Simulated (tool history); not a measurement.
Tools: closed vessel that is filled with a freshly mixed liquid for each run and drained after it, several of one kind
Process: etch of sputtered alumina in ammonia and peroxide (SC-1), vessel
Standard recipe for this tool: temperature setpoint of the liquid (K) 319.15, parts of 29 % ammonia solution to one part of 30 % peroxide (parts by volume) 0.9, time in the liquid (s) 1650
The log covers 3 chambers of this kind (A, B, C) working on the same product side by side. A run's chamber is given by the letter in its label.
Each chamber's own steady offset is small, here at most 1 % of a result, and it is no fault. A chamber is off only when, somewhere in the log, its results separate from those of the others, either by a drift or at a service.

run,day,temperature setpoint of the liquid (K),parts of 29 % ammonia solution to one part of 30 % peroxide (parts by volume),time in the liquid (s),"read-back film thickness of the sputtered alumina reference wafer, read on the same gauge (nm)",thickness taken off the sputtered alumina on a monitor wafer (Å)
1A,0.512,319.15,0.9,1650,50.022,548.26
2B,0.917,319.15,0.9,1650,49.985,548.76
3C,1.567,319.15,0.9,1650,49.994,554.47
# day 1.833: chamber C: new drum of ammonia solution connected
4B,1.921,319.15,0.9,1650,49.989,539.89
5C,2.404,319.15,1.05,1650,50.005,559.44
6A,3.067,319.15,1.05,1650,49.987,555.3
7A,3.654,319.15,1.05,1650,50.014,561.52
8B,4.079,319.15,0.9,1650,50.035,543.76
9C,4.554,319.15,0.9,1650,49.996,554.33
10A,4.883,319.15,0.9,1650,49.959,548.86
11C,5.538,319.15,0.9,1650,49.964,553.2
12B,6,319.15,0.9,1650,49.982,541.6
# day 6.358: chamber B: new drum of ammonia solution connected
13C,6.512,311.15,0.6,1650,50.024,331.92
14B,6.938,311.15,0.6,1650,49.993,330.45
15A,7.442,311.15,0.6,1650,49.979,324.7
16A,7.946,319.15,0.9,1650,49.967,544.51
17B,8.292,319.15,0.9,1650,49.972,547.07
18C,8.646,319.15,0.9,1650,50.007,556.19
19C,9.079,319.15,0.9,1650,49.963,554.54
20A,9.729,319.15,0.9,1650,49.963,551.16

Next, all 3 chambers run the settings below, one line each with question marks for the results. What does each chamber give?
21A,10.208,319.15,0.9,1650,,?
21B,10.208,319.15,0.9,1650,,?
21C,10.208,319.15,0.9,1650,,?

run,thickness taken off the sputtered alumina on a monitor wafer (Å)
21A,554.47
21B,545.72
21C,546.4
